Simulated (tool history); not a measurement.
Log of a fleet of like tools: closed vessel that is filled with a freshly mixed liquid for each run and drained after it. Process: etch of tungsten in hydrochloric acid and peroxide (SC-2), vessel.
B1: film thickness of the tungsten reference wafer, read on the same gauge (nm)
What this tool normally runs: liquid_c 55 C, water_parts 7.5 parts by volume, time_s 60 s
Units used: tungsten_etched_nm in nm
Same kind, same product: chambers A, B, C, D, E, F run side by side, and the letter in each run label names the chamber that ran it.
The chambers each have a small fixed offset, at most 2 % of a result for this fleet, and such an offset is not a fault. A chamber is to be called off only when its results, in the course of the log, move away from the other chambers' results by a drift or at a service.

{"run": "1F", "hour": 3.7, "liquid_c": 55, "water_parts": 7.5, "time_s": 60, "B1": 100, "tungsten_etched_nm": 13.735}
{"run": "2A", "hour": 5.8, "liquid_c": 55, "water_parts": 7.5, "time_s": 60, "B1": 100.01, "tungsten_etched_nm": 13.332}
{"hour": 6.6, "done": "chamber D: chemicals flow meter replaced"}
{"run": "3B", "hour": 8.6, "liquid_c": 55, "water_parts": 7.5, "time_s": 60, "B1": 100.02, "tungsten_etched_nm": 13.36}
{"run": "4D", "hour": 10.9, "liquid_c": 55, "water_parts": 7.5, "time_s": 60, "B1": 100.01, "tungsten_etched_nm": 13.431}
{"run": "5E", "hour": 15.1, "liquid_c": 55, "water_parts": 7.5, "time_s": 60, "B1": 100.01, "tungsten_etched_nm": 13.568}
{"run": "6C", "hour": 18.2, "liquid_c": 55, "water_parts": 7.5, "time_s": 60, "B1": 99.971, "tungsten_etched_nm": 13.486}
{"run": "7A", "hour": 20.8, "liquid_c": 55, "water_parts": 7.5, "time_s": 60, "B1": 100.03, "tungsten_etched_nm": 13.173}
{"run": "8F", "hour": 24.8, "liquid_c": 55, "water_parts": 7.5, "time_s": 60, "B1": 100.02, "tungsten_etched_nm": 13.732}
{"run": "9D", "hour": 27.3, "liquid_c": 55, "water_parts": 4.5, "time_s": 45, "B1": 100.02, "tungsten_etched_nm": 14.852}
{"run": "10E", "hour": 29.2, "liquid_c": 55, "water_parts": 4.5, "time_s": 45, "B1": 99.996, "tungsten_etched_nm": 14.726}
{"run": "11C", "hour": 31.6, "liquid_c": 55, "water_parts": 4.5, "time_s": 45, "B1": 100, "tungsten_etched_nm": 14.514}
{"run": "12B", "hour": 33.9, "liquid_c": 55, "water_parts": 4.5, "time_s": 45, "B1": 100.02, "tungsten_etched_nm": 14.765}
{"run": "13D", "hour": 37.8, "liquid_c": 55, "water_parts": 4.5, "time_s": 45, "B1": 100.03, "tungsten_etched_nm": 14.931}
{"run": "14B", "hour": 40.5, "liquid_c": 55, "water_parts": 4.5, "time_s": 45, "B1": 99.999, "tungsten_etched_nm": 14.819}
{"run": "15C", "hour": 43.4, "liquid_c": 55, "water_parts": 7.5, "time_s": 60, "B1": 99.974, "tungsten_etched_nm": 13.388}
{"run": "16A", "hour": 47.1, "liquid_c": 55, "water_parts": 7.5, "time_s": 60, "B1": 100.01, "tungsten_etched_nm": 13.128}
{"run": "17E", "hour": 49.2, "liquid_c": 55, "water_parts": 7.5, "time_s": 60, "B1": 99.968, "tungsten_etched_nm": 13.595}
{"run": "18F", "hour": 51.3, "liquid_c": 55, "water_parts": 7.5, "time_s": 60, "B1": 99.998, "tungsten_etched_nm": 13.701}
{"run": "19A", "hour": 55.1, "liquid_c": 55, "water_parts": 7.5, "time_s": 60, "B1": 100.01, "tungsten_etched_nm": 13.096}
{"run": "20E", "hour": 58.3, "liquid_c": 55, "water_parts": 7.5, "time_s": 60, "B1": 99.99, "tungsten_etched_nm": 13.59}
{"run": "21F", "hour": 62.0, "liquid_c": 55, "water_parts": 7.5, "time_s": 60, "B1": 100.01, "tungsten_etched_nm": 13.815}
{"run": "22C", "hour": 66.1, "liquid_c": 55, "water_parts": 5, "time_s": 60, "B1": 100.01, "tungsten_etched_nm": 18.103}
{"run": "23D", "hour": 69.3, "liquid_c": 55, "water_parts": 5, "time_s": 60, "B1": 100.01, "tungsten_etched_nm": 18.426}
{"hour": 73.1, "done": "chamber D: new drum of peroxide connected"}
{"run": "24B", "hour": 73.2, "liquid_c": 55, "water_parts": 5, "time_s": 60, "B1": 99.956, "tungsten_etched_nm": 18.218}
{"run": "25F", "hour": 76.8, "liquid_c": 55, "water_parts": 5, "time_s": 60, "B1": 99.976, "tungsten_etched_nm": 18.461}
{"run": "26B", "hour": 79.3, "liquid_c": 55, "water_parts": 5, "time_s": 60, "B1": 99.967, "tungsten_etched_nm": 18.312}
{"run": "27C", "hour": 82.9, "liquid_c": 55, "water_parts": 5, "time_s": 60, "B1": 99.986, "tungsten_etched_nm": 18.231}
{"run": "28D", "hour": 85.8, "liquid_c": 55, "water_parts": 7.5, "time_s": 60, "B1": 100, "tungsten_etched_nm": 13.503}
{"run": "29E", "hour": 89.6, "liquid_c": 55, "water_parts": 7.5, "time_s": 60, "B1": 99.978, "tungsten_etched_nm": 13.458}
{"run": "30A", "hour": 91.8, "liquid_c": 55, "water_parts": 7.5, "time_s": 60, "B1": 100.03, "tungsten_etched_nm": 12.805}
{"run": "31F", "hour": 95.0, "liquid_c": 48, "water_parts": 7.5, "time_s": 95, "B1": 99.996, "tungsten_etched_nm": 13.581}
{"run": "32A", "hour": 98.6, "liquid_c": 48, "water_parts": 7.5, "time_s": 95, "B1": 99.992, "tungsten_etched_nm": 12.773}
{"run": "33D", "hour": 100.5, "liquid_c": 48, "water_parts": 7.5, "time_s": 95, "B1": 100.02, "tungsten_etched_nm": 13.482}
{"run": "34C", "hour": 103.7, "liquid_c": 48, "water_parts": 7.5, "time_s": 95, "B1": 100.01, "tungsten_etched_nm": 13.298}
{"run": "35B", "hour": 106.1, "liquid_c": 48, "water_parts": 7.5, "time_s": 95, "B1": 100, "tungsten_etched_nm": 13.403}
{"run": "36E", "hour": 108.8, "liquid_c": 48, "water_parts": 7.5, "time_s": 95, "B1": 99.994, "tungsten_etched_nm": 13.407}

All 6 chambers run these settings next. Forecast each chamber's results:
{"run": "37A", "hour": 111.9, "liquid_c": 55, "water_parts": 5.5, "time_s": 60, "tungsten_etched_nm": "?"}
{"run": "37B", "hour": 111.9, "liquid_c": 55, "water_parts": 5.5, "time_s": 60, "tungsten_etched_nm": "?"}
{"run": "37C", "hour": 111.9, "liquid_c": 55, "water_parts": 5.5, "time_s": 60, "tungsten_etched_nm": "?"}
{"run": "37D", "hour": 111.9, "liquid_c": 55, "water_parts": 5.5, "time_s": 60, "tungsten_etched_nm": "?"}
{"run": "37E", "hour": 111.9, "liquid_c": 55, "water_parts": 5.5, "time_s": 60, "tungsten_etched_nm": "?"}
{"run": "37F", "hour": 111.9, "liquid_c": 55, "water_parts": 5.5, "time_s": 60, "tungsten_etched_nm": "?"}

run=37A tungsten_etched_nm=16.108
run=37B tungsten_etched_nm=17.029
run=37C tungsten_etched_nm=16.775
run=37D tungsten_etched_nm=17.279
run=37E tungsten_etched_nm=16.954
run=37F tungsten_etched_nm=17.296

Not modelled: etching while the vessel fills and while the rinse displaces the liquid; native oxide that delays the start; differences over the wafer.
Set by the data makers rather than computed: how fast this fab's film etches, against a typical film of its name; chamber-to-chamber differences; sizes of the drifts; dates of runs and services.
